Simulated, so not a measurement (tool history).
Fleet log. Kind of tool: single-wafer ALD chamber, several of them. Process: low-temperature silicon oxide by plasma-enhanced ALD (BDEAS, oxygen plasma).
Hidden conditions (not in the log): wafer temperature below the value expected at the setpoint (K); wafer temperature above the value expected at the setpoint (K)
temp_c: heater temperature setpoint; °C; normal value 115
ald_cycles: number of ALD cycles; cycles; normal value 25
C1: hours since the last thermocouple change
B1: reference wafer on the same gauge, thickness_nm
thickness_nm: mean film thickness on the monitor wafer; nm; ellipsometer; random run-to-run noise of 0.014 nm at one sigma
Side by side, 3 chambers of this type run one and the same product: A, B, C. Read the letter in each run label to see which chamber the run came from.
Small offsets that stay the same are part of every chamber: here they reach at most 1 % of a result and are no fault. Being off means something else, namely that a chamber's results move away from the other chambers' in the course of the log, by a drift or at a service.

{"run": "1B", "hour": 5.0, "temp_c": 115, "ald_cycles": 25, "C1": 813.6, "B1": 4.1385, "thickness_nm": 3.4387}
{"run": "2A", "hour": 11.2, "temp_c": 115, "ald_cycles": 25, "C1": 1192.2, "B1": 4.1392, "thickness_nm": 3.4866}
{"run": "3C", "hour": 14.4, "temp_c": 115, "ald_cycles": 25, "C1": 747.4, "B1": 4.1358, "thickness_nm": 3.472}
{"run": "4C", "hour": 17.6, "temp_c": 115, "ald_cycles": 25, "C1": 750.6, "B1": 4.1441, "thickness_nm": 3.4613}
{"run": "5A", "hour": 24.4, "temp_c": 115, "ald_cycles": 25, "C1": 1205.4, "B1": 4.1409, "thickness_nm": 3.5015}
{"run": "6B", "hour": 29.0, "temp_c": 102, "ald_cycles": 22, "C1": 837.6, "B1": 4.1391, "thickness_nm": 3.1347}
{"run": "7A", "hour": 36.0, "temp_c": 102, "ald_cycles": 22, "C1": 1217, "B1": 4.1344, "thickness_nm": 3.1443}
{"run": "8B", "hour": 41.0, "temp_c": 102, "ald_cycles": 22, "C1": 849.6, "B1": 4.14, "thickness_nm": 3.1361}
{"run": "9C", "hour": 45.5, "temp_c": 115, "ald_cycles": 25, "C1": 778.5, "B1": 4.1411, "thickness_nm": 3.4686}
{"run": "10C", "hour": 49.2, "temp_c": 115, "ald_cycles": 25, "C1": 782.2, "B1": 4.1383, "thickness_nm": 3.491}
{"run": "11A", "hour": 54.7, "temp_c": 101, "ald_cycles": 27, "C1": 1235.7, "B1": 4.1398, "thickness_nm": 3.8665}
{"run": "12B", "hour": 59.9, "temp_c": 101, "ald_cycles": 27, "C1": 868.5, "B1": 4.1377, "thickness_nm": 3.8071}
{"run": "13A", "hour": 65.2, "temp_c": 101, "ald_cycles": 27, "C1": 1246.2, "B1": 4.1381, "thickness_nm": 3.8733}
{"run": "14C", "hour": 70.5, "temp_c": 115, "ald_cycles": 25, "C1": 803.5, "B1": 4.1436, "thickness_nm": 3.4528}
{"run": "15B", "hour": 75.9, "temp_c": 115, "ald_cycles": 30, "C1": 884.5, "B1": 4.1381, "thickness_nm": 4.1536}
{"run": "16A", "hour": 82.5, "temp_c": 115, "ald_cycles": 30, "C1": 1263.5, "B1": 4.14, "thickness_nm": 4.1935}
{"run": "17C", "hour": 88.1, "temp_c": 115, "ald_cycles": 30, "C1": 821.1, "B1": 4.1394, "thickness_nm": 4.1491}
{"run": "18B", "hour": 92.4, "temp_c": 115, "ald_cycles": 25, "C1": 901, "B1": 4.1367, "thickness_nm": 3.4504}
{"run": "19C", "hour": 96.1, "temp_c": 122, "ald_cycles": 21, "C1": 829.1, "B1": 4.1367, "thickness_nm": 2.8556}
{"run": "20B", "hour": 101.6, "temp_c": 122, "ald_cycles": 21, "C1": 910.2, "B1": 4.1405, "thickness_nm": 2.8608}
{"run": "21A", "hour": 105.0, "temp_c": 122, "ald_cycles": 21, "C1": 1286, "B1": 4.1393, "thickness_nm": 2.8918}
{"run": "22C", "hour": 108.2, "temp_c": 115, "ald_cycles": 25, "C1": 841.2, "B1": 4.1411, "thickness_nm": 3.4879}

Does one chamber stand apart from the rest, does the shared gauge drift, or is all well apart from small per-chamber offsets? Give the chamber and the most likely cause, where there is one.

No chamber is off and the gauge is stable; the differences are just each chamber's small, constant offset.
